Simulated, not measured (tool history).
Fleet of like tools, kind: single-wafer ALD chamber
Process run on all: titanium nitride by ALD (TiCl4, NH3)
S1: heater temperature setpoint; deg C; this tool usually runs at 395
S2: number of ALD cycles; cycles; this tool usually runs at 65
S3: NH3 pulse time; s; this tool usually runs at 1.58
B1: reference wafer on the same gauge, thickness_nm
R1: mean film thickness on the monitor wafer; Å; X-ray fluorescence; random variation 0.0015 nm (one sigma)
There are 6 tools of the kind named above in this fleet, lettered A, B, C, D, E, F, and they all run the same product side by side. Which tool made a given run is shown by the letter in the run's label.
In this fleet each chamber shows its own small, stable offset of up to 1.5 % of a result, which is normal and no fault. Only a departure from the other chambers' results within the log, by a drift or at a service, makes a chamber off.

{"run": "1D", "hour": 4.6, "S1": 395, "S2": 65, "S3": 1.58, "B1": 1.6597, "R1": 14.05}
{"run": "2B", "hour": 8.2, "S1": 395, "S2": 65, "S3": 1.58, "B1": 1.6599, "R1": 14.09}
{"run": "3A", "hour": 13.9, "S1": 395, "S2": 65, "S3": 1.58, "B1": 1.6593, "R1": 14.144}
{"run": "4E", "hour": 19.1, "S1": 395, "S2": 65, "S3": 1.58, "B1": 1.6591, "R1": 14.263}
{"run": "5F", "hour": 24.0, "S1": 395, "S2": 65, "S3": 1.58, "B1": 1.6597, "R1": 14.088}
{"run": "6C", "hour": 29.1, "S1": 395, "S2": 65, "S3": 1.58, "B1": 1.659, "R1": 14.292}
{"run": "7F", "hour": 33.1, "S1": 395, "S2": 65, "S3": 1.58, "B1": 1.6589, "R1": 14.082}
{"run": "8D", "hour": 39.4, "S1": 395, "S2": 65, "S3": 1.58, "B1": 1.6585, "R1": 14.025}
{"run": "9C", "hour": 42.8, "S1": 395, "S2": 65, "S3": 1.58, "B1": 1.6587, "R1": 14.293}
{"run": "10B", "hour": 49.7, "S1": 395, "S2": 65, "S3": 1.58, "B1": 1.6582, "R1": 14.105}
{"run": "11E", "hour": 52.7, "S1": 395, "S2": 65, "S3": 1.58, "B1": 1.6581, "R1": 14.269}
{"run": "12A", "hour": 56.2, "S1": 395, "S2": 65, "S3": 1.58, "B1": 1.6574, "R1": 14.134}
{"run": "13D", "hour": 60.6, "S1": 395, "S2": 65, "S3": 1.58, "B1": 1.6577, "R1": 14.012}
{"run": "14F", "hour": 66.5, "S1": 395, "S2": 65, "S3": 1.58, "B1": 1.6575, "R1": 14.065}
{"run": "15C", "hour": 72.8, "S1": 395, "S2": 65, "S3": 1.58, "B1": 1.6573, "R1": 14.312}
{"run": "16B", "hour": 77.6, "S1": 395, "S2": 65, "S3": 1.58, "B1": 1.6569, "R1": 14.092}
{"run": "17E", "hour": 82.5, "S1": 395, "S2": 65, "S3": 1.58, "B1": 1.657, "R1": 14.254}
{"run": "18A", "hour": 85.9, "S1": 395, "S2": 65, "S3": 1.58, "B1": 1.6572, "R1": 14.147}
{"run": "19F", "hour": 89.2, "S1": 404, "S2": 65, "S3": 1.58, "B1": 1.6573, "R1": 14.166}
{"run": "20A", "hour": 95.5, "S1": 404, "S2": 65, "S3": 1.58, "B1": 1.6566, "R1": 14.209}
{"run": "21D", "hour": 99.6, "S1": 404, "S2": 65, "S3": 1.58, "B1": 1.6568, "R1": 14.089}
{"run": "22C", "hour": 105.6, "S1": 404, "S2": 65, "S3": 1.58, "B1": 1.6561, "R1": 14.392}
{"run": "23E", "hour": 112.1, "S1": 404, "S2": 65, "S3": 1.58, "B1": 1.6562, "R1": 14.364}
{"run": "24B", "hour": 118.1, "S1": 404, "S2": 65, "S3": 1.58, "B1": 1.6555, "R1": 14.184}
{"run": "25A", "hour": 122.9, "S1": 395, "S2": 65, "S3": 1.58, "B1": 1.6561, "R1": 14.13}
{"run": "26E", "hour": 127.9, "S1": 395, "S2": 65, "S3": 1.58, "B1": 1.6552, "R1": 14.243}
{"run": "27B", "hour": 132.5, "S1": 395, "S2": 65, "S3": 1.58, "B1": 1.6555, "R1": 14.054}
{"run": "28C", "hour": 138.6, "S1": 395, "S2": 65, "S3": 1.58, "B1": 1.6551, "R1": 14.318}
{"run": "29D", "hour": 142.6, "S1": 395, "S2": 65, "S3": 1.58, "B1": 1.6551, "R1": 13.992}
{"run": "30F", "hour": 147.6, "S1": 395, "S2": 70, "S3": 1.58, "B1": 1.6545, "R1": 15.117}
{"run": "31C", "hour": 153.0, "S1": 395, "S2": 70, "S3": 1.58, "B1": 1.6551, "R1": 15.369}
{"run": "32A", "hour": 158.6, "S1": 395, "S2": 70, "S3": 1.58, "B1": 1.6546, "R1": 15.203}
{"run": "33B", "hour": 165.3, "S1": 395, "S2": 70, "S3": 1.58, "B1": 1.6545, "R1": 15.16}
{"run": "34F", "hour": 171.1, "S1": 395, "S2": 70, "S3": 1.58, "B1": 1.6542, "R1": 15.124}
{"run": "35E", "hour": 174.3, "S1": 395, "S2": 70, "S3": 1.58, "B1": 1.6535, "R1": 15.331}
{"run": "36D", "hour": 177.8, "S1": 395, "S2": 65, "S3": 1.58, "B1": 1.6535, "R1": 13.964}
{"run": "37F", "hour": 183.8, "S1": 395, "S2": 65, "S3": 1.58, "B1": 1.6537, "R1": 14.045}
{"run": "38B", "hour": 187.6, "S1": 395, "S2": 65, "S3": 1.58, "B1": 1.6534, "R1": 14.051}
{"run": "39D", "hour": 192.4, "S1": 395, "S2": 65, "S3": 1.58, "B1": 1.6532, "R1": 13.979}
{"run": "40E", "hour": 196.1, "S1": 395, "S2": 65, "S3": 1.58, "B1": 1.6535, "R1": 14.232}

What goes on in this fleet: one chamber off, a drifting gauge, or nothing beyond the chambers' own small offsets? Name the chamber and the cause, if any.

It is the gauge, not a chamber: its drift shows up in every chamber's results at once, and no chamber is off.
Most likely cause: gauge reads low (%) = 0.428.

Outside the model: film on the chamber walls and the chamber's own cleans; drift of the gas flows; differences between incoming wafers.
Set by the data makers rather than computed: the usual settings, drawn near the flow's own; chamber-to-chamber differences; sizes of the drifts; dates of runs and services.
